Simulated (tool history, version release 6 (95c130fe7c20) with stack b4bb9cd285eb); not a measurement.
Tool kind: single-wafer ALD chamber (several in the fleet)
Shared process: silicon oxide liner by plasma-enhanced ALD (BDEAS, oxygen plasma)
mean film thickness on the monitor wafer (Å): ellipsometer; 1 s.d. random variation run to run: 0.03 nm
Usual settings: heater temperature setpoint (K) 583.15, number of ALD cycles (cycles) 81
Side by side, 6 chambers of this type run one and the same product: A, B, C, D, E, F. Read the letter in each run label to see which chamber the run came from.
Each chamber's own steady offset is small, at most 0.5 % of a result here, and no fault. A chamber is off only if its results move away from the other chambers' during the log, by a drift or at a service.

run,hour,heater temperature setpoint (K),number of ALD cycles (cycles),"read-back reference wafer on the same gauge, thickness_nm",mean film thickness on the monitor wafer (Å)
1F,9,583.15,81,6.8688,74.038
2B,19,583.15,81,6.8562,74.887
3A,24.8,583.15,81,6.8572,73.83
4E,35.4,583.15,81,6.8645,74.699
5D,45.9,583.15,81,6.8618,74.13
6C,53.8,583.15,81,6.866,74.133
7F,61.6,583.15,81,6.8647,74.103
8E,68.4,583.15,81,6.865,74.247
9A,74.6,583.15,81,6.8587,74.165
# hour 80.7: chamber C: thermocouple changed; heater temperature recalibrated
10B,81.3,583.15,81,6.8647,74.634
11C,86.9,583.15,81,6.8579,74.586
12D,93.9,583.15,81,6.8583,74.519
13D,101.9,583.15,81,6.864,74.935
14C,110.7,583.15,81,6.851,74.597
15B,116.2,583.15,81,6.8664,75.296
16A,125,583.15,87,6.858,79.235
17E,134.3,583.15,87,6.8622,80.293
18F,141.3,583.15,87,6.8555,79.265
19D,151.3,583.15,87,6.8594,80.092
20E,157.3,583.15,87,6.8652,80.078
21F,164.9,583.15,87,6.8571,79.833
22B,170.7,583.15,81,6.8596,74.993
23C,177.3,583.15,81,6.8605,74.501
24A,184.2,583.15,81,6.8649,74.19
25B,194.3,583.15,67,6.8638,62.243
26E,204.6,583.15,67,6.8617,61.829
27D,210.5,583.15,67,6.855,61.394
28C,218.7,583.15,67,6.8657,61.747
29F,229,583.15,67,6.8604,61.18
30A,236,583.15,67,6.8674,60.918
31D,244.3,583.15,81,6.8617,74.167
# hour 253.4: chamber F: thermocouple changed; heater temperature recalibrated
32E,254,583.15,81,6.8548,74.708
33C,261.6,583.15,81,6.8598,74.395
34A,270.2,583.15,81,6.8608,73.846
35B,276.2,583.15,81,6.8594,74.946
36F,286.6,583.15,81,6.8623,74.013
37A,295.9,583.15,81,6.8606,73.733
38B,305.2,583.15,81,6.8585,74.613
39F,311.9,583.15,81,6.8655,74.503
40E,320.5,583.15,81,6.8596,74.604

Next, all 6 chambers run the settings below, one line each with question marks for the results. What does each chamber give?
41A,328.2,573.15,81,,?
41B,328.2,573.15,81,,?
41C,328.2,573.15,81,,?
41D,328.2,573.15,81,,?
41E,328.2,573.15,81,,?
41F,328.2,573.15,81,,?

run,mean film thickness on the monitor wafer (Å)
41A,74.281
41B,76.288
41C,75.179
41D,74.966
41E,75.249
41F,75.653

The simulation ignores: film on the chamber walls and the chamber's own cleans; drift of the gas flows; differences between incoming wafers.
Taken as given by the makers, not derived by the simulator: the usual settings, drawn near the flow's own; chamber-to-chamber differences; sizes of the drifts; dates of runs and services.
